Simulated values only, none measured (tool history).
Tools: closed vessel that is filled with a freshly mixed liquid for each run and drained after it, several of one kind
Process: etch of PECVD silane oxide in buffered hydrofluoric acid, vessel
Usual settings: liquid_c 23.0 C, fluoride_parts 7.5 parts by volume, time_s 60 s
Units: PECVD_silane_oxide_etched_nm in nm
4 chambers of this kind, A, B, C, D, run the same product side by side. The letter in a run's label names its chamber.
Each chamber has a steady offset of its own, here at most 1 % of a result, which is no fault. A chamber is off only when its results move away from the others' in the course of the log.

| run | hour | liquid_c | fluoride_parts | time_s | hours since the thermometer was replaced | hours since the hydrofluoric acid flow meter was replaced | read-back film thickness of the PECVD silane oxide reference wafer, read on the same gauge (nm) | PECVD_silane_oxide_etched_nm |
|---|---|---|---|---|---|---|---|---|
| 1B | 4.9 | 23.0 | 7.5 | 60 | 493.1 | 461.8 | 110.01 | 367.43 |
|  | 6.3 | chamber D: hydrofluoric acid flow meter replaced |
| 2A | 10.8 | 23.0 | 7.5 | 60 | 1422.7 | 321.2 | 109.99 | 376.55 |
| 3D | 15.3 | 23.0 | 7.5 | 60 | 273.2 | 9.0 | 109.99 | 374.44 |
| 4C | 19.6 | 23.0 | 7.5 | 60 | 130.4 | 696.2 | 109.94 | 374.44 |
| 5A | 24.0 | 23.0 | 7.5 | 60 | 1435.9 | 334.4 | 110.00 | 380.96 |
| 6C | 28.5 | 23.0 | 7.5 | 60 | 139.3 | 705.1 | 110.04 | 373.29 |
| 7D | 33.4 | 23.0 | 7.5 | 60 | 291.3 | 27.1 | 109.99 | 366.15 |
| 8B | 38.6 | 23.0 | 7.5 | 85 | 526.8 | 495.5 | 110.07 | 525.79 |
| 9D | 42.4 | 23.0 | 7.5 | 85 | 300.3 | 36.1 | 110.00 | 524.54 |
| 10B | 49.3 | 23.0 | 7.5 | 85 | 537.5 | 506.2 | 110.02 | 532.45 |
| 11A | 54.5 | 23.0 | 7.5 | 85 | 1466.4 | 364.9 | 109.99 | 531.11 |
| 12C | 59.8 | 23.0 | 7.5 | 60 | 170.6 | 736.4 | 110.02 | 374.69 |
|  | 60.6 | chamber B: hydrofluoric acid flow meter replaced |
| 13A | 64.5 | 23.0 | 7.5 | 60 | 1476.4 | 374.9 | 110.02 | 374.33 |
| 14B | 71.0 | 23.0 | 9.5 | 60 | 559.2 | 10.5 | 109.97 | 294.10 |
| 15D | 74.0 | 23.0 | 9.5 | 60 | 331.9 | 67.7 | 110.01 | 296.20 |
| 16C | 80.9 | 23.0 | 9.5 | 60 | 191.7 | 757.5 | 110.03 | 300.29 |
| 17A | 87.8 | 23.0 | 9.5 | 60 | 1499.7 | 398.2 | 110.02 | 301.38 |
| 18C | 92.6 | 23.0 | 7.5 | 60 | 203.4 | 769.2 | 109.98 | 374.21 |
| 19D | 98.0 | 23.0 | 7.5 | 60 | 355.9 | 91.7 | 109.99 | 376.37 |
| 20B | 101.7 | 23.0 | 7.5 | 60 | 589.9 | 41.2 | 110.03 | 368.35 |
| 21D | 107.6 | 23.0 | 7.5 | 60 | 365.5 | 101.3 | 109.99 | 368.56 |
| 22B | 112.1 | 23.0 | 7.5 | 60 | 600.3 | 51.6 | 109.99 | 365.79 |
| 23C | 115.5 | 23.0 | 7.5 | 60 | 226.3 | 792.1 | 109.99 | 371.81 |
| 24A | 122.4 | 23.0 | 7.5 | 60 | 1534.3 | 432.8 | 109.97 | 391.30 |
| 25B | 127.5 | 23.0 | 7.5 | 60 | 615.7 | 67.0 | 110.02 | 368.68 |
| 26C | 131.2 | 23.0 | 7.5 | 60 | 242.0 | 807.8 | 110.01 | 368.35 |
| 27A | 134.2 | 23.0 | 7.5 | 60 | 1546.1 | 444.6 | 110.00 | 385.36 |
| 28D | 138.2 | 23.0 | 7.5 | 60 | 396.1 | 131.9 | 109.98 | 375.63 |
| 29A | 144.3 | 23.0 | 7.5 | 60 | 1556.2 | 454.7 | 110.02 | 384.23 |
| 30B | 147.7 | 23.0 | 7.5 | 60 | 635.9 | 87.2 | 110.02 | 363.60 |
| 31D | 151.3 | 23.0 | 7.5 | 60 | 409.2 | 145.0 | 110.04 | 365.61 |
| 32C | 154.5 | 23.0 | 7.5 | 60 | 265.3 | 831.1 | 110.02 | 362.69 |
|  | 157.0 | chamber A: hydrofluoric acid flow meter replaced |
| 33A | 159.1 | 23.0 | 7.5 | 60 | 1571.0 | 2.1 | 109.95 | 385.02 |
| 34D | 165.0 | 23.0 | 7.5 | 60 | 422.9 | 158.7 | 110.02 | 373.44 |
| 35C | 170.4 | 23.0 | 7.5 | 60 | 281.2 | 847.0 | 109.99 | 370.55 |
| 36B | 174.0 | 23.0 | 7.5 | 60 | 662.2 | 113.5 | 110.01 | 371.21 |
| 37B | 177.4 | 23.0 | 7.5 | 60 | 665.6 | 116.9 | 110.00 | 369.62 |
| 38D | 182.0 | 23.0 | 7.5 | 60 | 439.9 | 175.7 | 110.04 | 368.98 |
| 39A | 188.0 | 23.0 | 7.5 | 60 | 1599.9 | 31.0 | 110.01 | 394.90 |
|  | 192.7 | chamber D: thermometer replaced |
| 40C | 194.3 | 23.0 | 7.5 | 60 | 305.1 | 870.9 | 110.00 | 373.62 |
| 41A | 199.4 | 23.0 | 7.5 | 60 | 1611.3 | 42.4 | 110.03 | 400.58 |
| 42D | 205.6 | 23.0 | 7.5 | 60 | 13.0 | 199.3 | 110.02 | 366.86 |
| 43B | 208.6 | 23.0 | 7.5 | 60 | 696.8 | 148.1 | 110.05 | 367.64 |

Next, every chamber runs the same settings. What will each give?
| 44A | 213.7 | 18.5 | 7.5 | 60 |  |  |  | ? |
| 44B | 213.7 | 18.5 | 7.5 | 60 |  |  |  | ? |
| 44C | 213.7 | 18.5 | 7.5 | 60 |  |  |  | ? |
| 44D | 213.7 | 18.5 | 7.5 | 60 |  |  |  | ? |

| run | PECVD_silane_oxide_etched_nm |
|---|---|
| 44A | 316.04 |
| 44B | 289.14 |
| 44C | 287.82 |
| 44D | 290.59 |
